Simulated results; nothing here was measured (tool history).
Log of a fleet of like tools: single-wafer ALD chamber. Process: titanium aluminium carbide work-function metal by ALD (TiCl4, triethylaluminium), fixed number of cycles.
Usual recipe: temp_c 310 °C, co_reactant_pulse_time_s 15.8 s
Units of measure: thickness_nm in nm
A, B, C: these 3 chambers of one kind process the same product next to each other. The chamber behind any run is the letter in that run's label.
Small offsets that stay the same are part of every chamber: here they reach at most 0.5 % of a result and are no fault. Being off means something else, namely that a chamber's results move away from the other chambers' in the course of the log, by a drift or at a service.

| run | hour | temp_c | co_reactant_pulse_time_s | read-back reference wafer on the same gauge, thickness_nm | thickness_nm |
|---|---|---|---|---|---|
| 1B | 5.1 | 310 | 15.8 | 1.7595 | 2.1544 |
| 2A | 13.5 | 310 | 15.8 | 1.7593 | 2.1406 |
| 3C | 22.8 | 310 | 15.8 | 1.7601 | 2.1524 |
| 4B | 29.3 | 310 | 15.8 | 1.761 | 2.1433 |
| 5A | 35.2 | 310 | 15.8 | 1.7603 | 2.1334 |
| 6C | 45.4 | 310 | 15.8 | 1.76 | 2.1458 |
| 7B | 55.1 | 310 | 15.8 | 1.7599 | 2.143 |
| 8A | 60 | 310 | 15.8 | 1.7601 | 2.1323 |
|  | 61.1 | chamber B: triethylaluminium bottle replaced |
| 9C | 65.9 | 315 | 10.69 | 1.7608 | 2.1412 |
| 10C | 71.6 | 315 | 10.69 | 1.7605 | 2.1396 |
| 11A | 82 | 315 | 10.69 | 1.7598 | 2.1178 |
| 12B | 92.4 | 310 | 15.8 | 1.7602 | 2.1502 |
| 13A | 100.3 | 310 | 15.8 | 1.7597 | 2.1131 |
| 14B | 106.5 | 310 | 15.8 | 1.7603 | 2.1485 |
| 15C | 114.2 | 310 | 15.8 | 1.7601 | 2.152 |
| 16A | 118.9 | 310 | 15.8 | 1.7604 | 2.0975 |
| 17C | 128.7 | 310 | 15.8 | 1.7604 | 2.153 |
| 18B | 134.4 | 310 | 15.8 | 1.7602 | 2.1517 |
| 19A | 144 | 310 | 15.8 | 1.7607 | 2.0963 |
| 20B | 151.5 | 320 | 11.95 | 1.7606 | 2.2114 |

Next, every chamber runs the same settings. What will each give?
| 21A | 159.4 | 296 | 15.8 |  | ? |
| 21B | 159.4 | 296 | 15.8 |  | ? |
| 21C | 159.4 | 296 | 15.8 |  | ? |

| run | thickness_nm |
|---|---|
| 21A | 1.9582 |
| 21B | 2.0311 |
| 21C | 2.0182 |
